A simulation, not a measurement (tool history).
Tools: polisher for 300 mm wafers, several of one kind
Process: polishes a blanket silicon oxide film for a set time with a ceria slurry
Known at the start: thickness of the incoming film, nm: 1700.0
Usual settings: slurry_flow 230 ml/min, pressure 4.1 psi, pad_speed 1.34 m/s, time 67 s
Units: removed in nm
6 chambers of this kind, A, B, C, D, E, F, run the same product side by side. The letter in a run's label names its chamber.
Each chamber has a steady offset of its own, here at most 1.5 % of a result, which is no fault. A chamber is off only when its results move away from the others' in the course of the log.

run,hour,slurry_flow,pressure,pad_speed,time,wafers polished on this pad,hours since the slurry nozzle was cleaned,hours since the head pressure was calibrated,removed
1F,8.9,230,4.1,1.34,67,238,191.8,228.2,483.85
# hour 13.7: chamber B: worn pad replaced by a new one
2B,18.2,230,4.1,1.34,67,42,307.9,969.3,487.73
# hour 22.3: chamber E: head pressure recalibrated
3A,30.3,230,4.1,1.34,67,591,67.4,342.1,494.65
# hour 36: chamber D: worn pad replaced by a new one
4D,41.7,230,4.1,1.34,67,53,421.3,48.3,488.56
5E,47.5,230,4.1,1.6,87,664,510.3,25.3,742.84
# hour 53: chamber F: worn pad replaced by a new one
6C,55.3,230,4.1,1.6,87,658,132.4,576.3,748.98
# hour 62.4: chamber E: worn pad replaced by a new one
7C,64.5,230,4.1,1.6,87,744,141.6,585.5,767.91
8A,72.7,230,4.1,1.6,87,984,109.8,384.5,769.78
# hour 74.5: chamber E: slurry nozzle cleaned
# hour 74.5: chamber C: worn pad replaced by a new one
9D,82.9,230,4.1,1.6,87,435,462.5,89.5,760.03
10F,88.5,230,4.1,1.6,87,329,271.4,307.8,763.53
11E,100.7,230,4.1,1.34,67,355,26.2,78.5,480.46
12B,106.7,305,4.8,1.34,67,862,396.4,1057.8,577.28
13B,118.3,305,4.8,1.34,67,969,408,1069.4,592.27
# hour 119: chamber B: worn pad replaced by a new one
14E,124,305,4.8,1.34,67,571,49.5,101.8,579.63
15D,130.6,305,4.8,1.34,67,877,510.2,137.2,584.07
# hour 134.4: chamber F: worn pad replaced by a new one
16A,137.6,305,4.8,1.34,67,1586,174.7,449.4,578.6
17F,143.4,305,4.8,1.34,67,84,326.3,362.7,581.96
18C,150.2,230,4.1,1.34,67,702,227.3,671.2,494.25
19A,161.2,230,4.1,1.34,67,1804,198.3,473,469.92
20E,169.9,230,4.1,1.34,67,996,95.4,147.7,479.55
# hour 171.9: chamber C: worn pad replaced by a new one
# hour 173.5: chamber E: worn pad replaced by a new one
21D,175.8,230,4.1,1.34,67,1296,555.4,182.4,491.3
# hour 179.8: chamber C: slurry nozzle cleaned
# hour 183.8: chamber D: worn pad replaced by a new one
22C,184.6,230,4.1,1.34,67,118,4.9,705.6,494.46
23B,196.8,170,5,1.34,67,721,486.5,1147.9,571.09
24F,202.5,170,5,1.34,67,631,385.4,421.8,571.12
# hour 208.5: chamber B: worn pad replaced by a new one
25A,208.5,170,5,1.34,67,2242,245.6,520.3,546.33
26C,219.6,170,5,1.34,67,442,39.9,740.6,579.22
# hour 220: chamber F: worn pad replaced by a new one
27F,230.6,170,5,1.34,67,98,413.5,449.9,567.26
28E,237.2,170,5,1.34,67,590,162.7,215,558.54
# hour 240.4: chamber A: slurry nozzle cleaned
29D,244,230,4.1,1.34,67,558,623.6,250.6,493.83
30B,254.7,230,4.1,1.34,67,428,544.4,1205.8,485.01
# hour 259.7: chamber E: worn pad replaced by a new one
31D,265.1,230,4.1,1.34,67,753,644.7,271.7,482.19
32F,272.6,230,4.1,1.34,67,487,455.5,491.9,485.14
33E,282.7,230,4.1,1.34,67,213,208.2,260.5,479.17
# hour 287.8: chamber C: worn pad replaced by a new one
# hour 294.1: chamber B: worn pad replaced by a new one
34B,294.2,230,4.1,1.34,67,1,583.9,1245.3,483.42
35C,302.6,230,4.1,1.34,67,137,122.9,823.6,480.93
36A,314.6,230,4.1,1.34,67,3226,74.2,626.4,452.19
37C,320,230,4.1,1.34,67,298,140.3,841,489.43
38A,325.5,230,4.1,1.34,67,3327,85.1,637.3,461.43

All 6 chambers run these settings next. Forecast each chamber's results:
39A,334.2,230,3.4,1.34,67,,,,?
39B,334.2,230,3.4,1.34,67,,,,?
39C,334.2,230,3.4,1.34,67,,,,?
39D,334.2,230,3.4,1.34,67,,,,?
39E,334.2,230,3.4,1.34,67,,,,?
39F,334.2,230,3.4,1.34,67,,,,?

run,removed
39A,378.18
39B,394.33
39C,407.77
39D,411.76
39E,394.51
39F,398.94
